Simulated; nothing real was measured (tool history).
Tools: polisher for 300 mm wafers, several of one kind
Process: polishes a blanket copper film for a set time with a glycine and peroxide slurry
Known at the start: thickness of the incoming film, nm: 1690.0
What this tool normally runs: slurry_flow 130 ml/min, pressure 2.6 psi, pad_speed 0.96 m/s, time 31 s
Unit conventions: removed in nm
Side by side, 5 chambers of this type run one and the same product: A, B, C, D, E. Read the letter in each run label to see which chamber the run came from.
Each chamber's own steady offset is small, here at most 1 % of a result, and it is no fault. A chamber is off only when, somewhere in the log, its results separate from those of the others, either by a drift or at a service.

run 1B hour=7.3 | slurry_flow=130 pressure=2.6 pad_speed=0.96 time=31 | removed=182.2
run 2A hour=14.1 | slurry_flow=130 pressure=2.6 pad_speed=0.96 time=31 | removed=186.34
-- hour=18.8 chamber A: worn pad replaced by a new one
run 3C hour=19 | slurry_flow=130 pressure=2.6 pad_speed=0.96 time=31 | removed=182.43
run 4E hour=25.8 | slurry_flow=130 pressure=2.6 pad_speed=0.96 time=31 | removed=183.86
run 5D hour=31 | slurry_flow=130 pressure=2.6 pad_speed=0.96 time=31 | removed=182.26
run 6A hour=36 | slurry_flow=130 pressure=2.6 pad_speed=0.96 time=31 | removed=183.76
run 7B hour=41.7 | slurry_flow=130 pressure=2.6 pad_speed=0.96 time=31 | removed=185.36
-- hour=45.4 chamber C: slurry nozzle cleaned
run 8E hour=49.9 | slurry_flow=130 pressure=2.6 pad_speed=0.96 time=31 | removed=184.7
run 9C hour=55.7 | slurry_flow=130 pressure=2.6 pad_speed=0.96 time=31 | removed=183.66
run 10D hour=63.7 | slurry_flow=130 pressure=2.6 pad_speed=0.96 time=31 | removed=179.41
run 11C hour=68.9 | slurry_flow=130 pressure=2.6 pad_speed=0.96 time=31 | removed=184.66
run 12B hour=73 | slurry_flow=130 pressure=2.6 pad_speed=0.96 time=31 | removed=183.41
run 13A hour=78.8 | slurry_flow=130 pressure=2.6 pad_speed=0.96 time=31 | removed=187.91
-- hour=81.3 chamber C: worn pad replaced by a new one
run 14E hour=85.2 | slurry_flow=130 pressure=2.6 pad_speed=0.96 time=31 | removed=182.25
run 15D hour=91.8 | slurry_flow=100 pressure=2.6 pad_speed=0.96 time=22 | removed=119.21
-- hour=94.6 chamber E: worn pad replaced by a new one
run 16A hour=96.2 | slurry_flow=100 pressure=2.6 pad_speed=0.96 time=22 | removed=124.52
-- hour=97.3 chamber B: worn pad replaced by a new one
run 17C hour=99.9 | slurry_flow=100 pressure=2.6 pad_speed=0.96 time=22 | removed=122.37
-- hour=105.2 chamber A: slurry nozzle cleaned
run 18E hour=107.8 | slurry_flow=100 pressure=2.6 pad_speed=0.96 time=22 | removed=122.64
-- hour=110.7 chamber D: slurry nozzle cleaned
run 19D hour=112.7 | slurry_flow=100 pressure=2.6 pad_speed=0.96 time=22 | removed=118.01
run 20B hour=119 | slurry_flow=130 pressure=2.6 pad_speed=0.96 time=31 | removed=184.04
-- hour=124.9 chamber D: worn pad replaced by a new one
run 21D hour=125.8 | slurry_flow=130 pressure=2.6 pad_speed=0.96 time=31 | removed=176.05
-- hour=131.4 chamber A: worn pad replaced by a new one
run 22A hour=131.8 | slurry_flow=170 pressure=2.6 pad_speed=0.76 time=31 | removed=160.49
-- hour=133.2 chamber A: head pressure recalibrated
run 23C hour=138.6 | slurry_flow=170 pressure=2.6 pad_speed=0.76 time=31 | removed=158.48
run 24B hour=145.4 | slurry_flow=170 pressure=2.6 pad_speed=0.76 time=31 | removed=158.92
run 25E hour=149.4 | slurry_flow=170 pressure=2.6 pad_speed=0.76 time=31 | removed=160.49
-- hour=153.6 chamber C: worn pad replaced by a new one
run 26C hour=154.1 | slurry_flow=170 pressure=2.6 pad_speed=0.76 time=31 | removed=160.36
run 27B hour=159.3 | slurry_flow=130 pressure=2.6 pad_speed=0.96 time=31 | removed=181.45
run 28E hour=166.3 | slurry_flow=130 pressure=2.6 pad_speed=0.96 time=31 | removed=182
run 29D hour=171.2 | slurry_flow=130 pressure=2.6 pad_speed=0.96 time=31 | removed=173.27
run 30A hour=178.9 | slurry_flow=130 pressure=2.6 pad_speed=0.96 time=27 | removed=159.79
run 31D hour=186.5 | slurry_flow=130 pressure=2.6 pad_speed=0.96 time=27 | removed=149.09
-- hour=189 chamber B: slurry nozzle cleaned
run 32E hour=191.9 | slurry_flow=130 pressure=2.6 pad_speed=0.96 time=27 | removed=158.57
run 33B hour=199.4 | slurry_flow=130 pressure=2.6 pad_speed=0.96 time=27 | removed=158.51
run 34A hour=203.9 | slurry_flow=130 pressure=2.6 pad_speed=0.96 time=27 | removed=160.56
run 35C hour=211 | slurry_flow=130 pressure=2.6 pad_speed=0.96 time=31 | removed=183.75
run 36C hour=217.9 | slurry_flow=130 pressure=2.6 pad_speed=0.96 time=31 | removed=181.48

Which is it: a chamber that has drifted or been left off by a service, a gauge drift common to all chambers, or only each chamber's usual small offset? If a chamber is off, name it and its likeliest cause.

One chamber, D, drifts off from the rest bit by bit.
Likeliest cause: head's pressure below its setpoint, % = 8.53.

Below are 4 candidate recipes for chamber D's next run, each the usual settings with a change, their results shown as question marks. Which of them brings D's results back in line with what the other chambers give on the usual settings?
In-line tolerance around the mean of the other chambers on the usual settings: removed 4.8 nm
run 37D-1 hour=223.9 | slurry_flow=130 pressure=2.6 pad_speed=1 time=31 | removed=?
run 37D-2 hour=223.9 | slurry_flow=130 pressure=2.7 pad_speed=0.98 time=32 | removed=?
run 37D-3 hour=223.9 | slurry_flow=130 pressure=2.6 pad_speed=0.86 time=31 | removed=?
run 37D-4 hour=223.9 | slurry_flow=130 pressure=2.6 pad_speed=0.92 time=31 | removed=?

The other chambers' mean on the usual settings: removed 183.21 nm
run=37D-1 removed=174.58
run=37D-2 removed=182.73
run=37D-3 removed=155.29
run=37D-4 removed=163.56
37D-2 brings the chamber back in line.
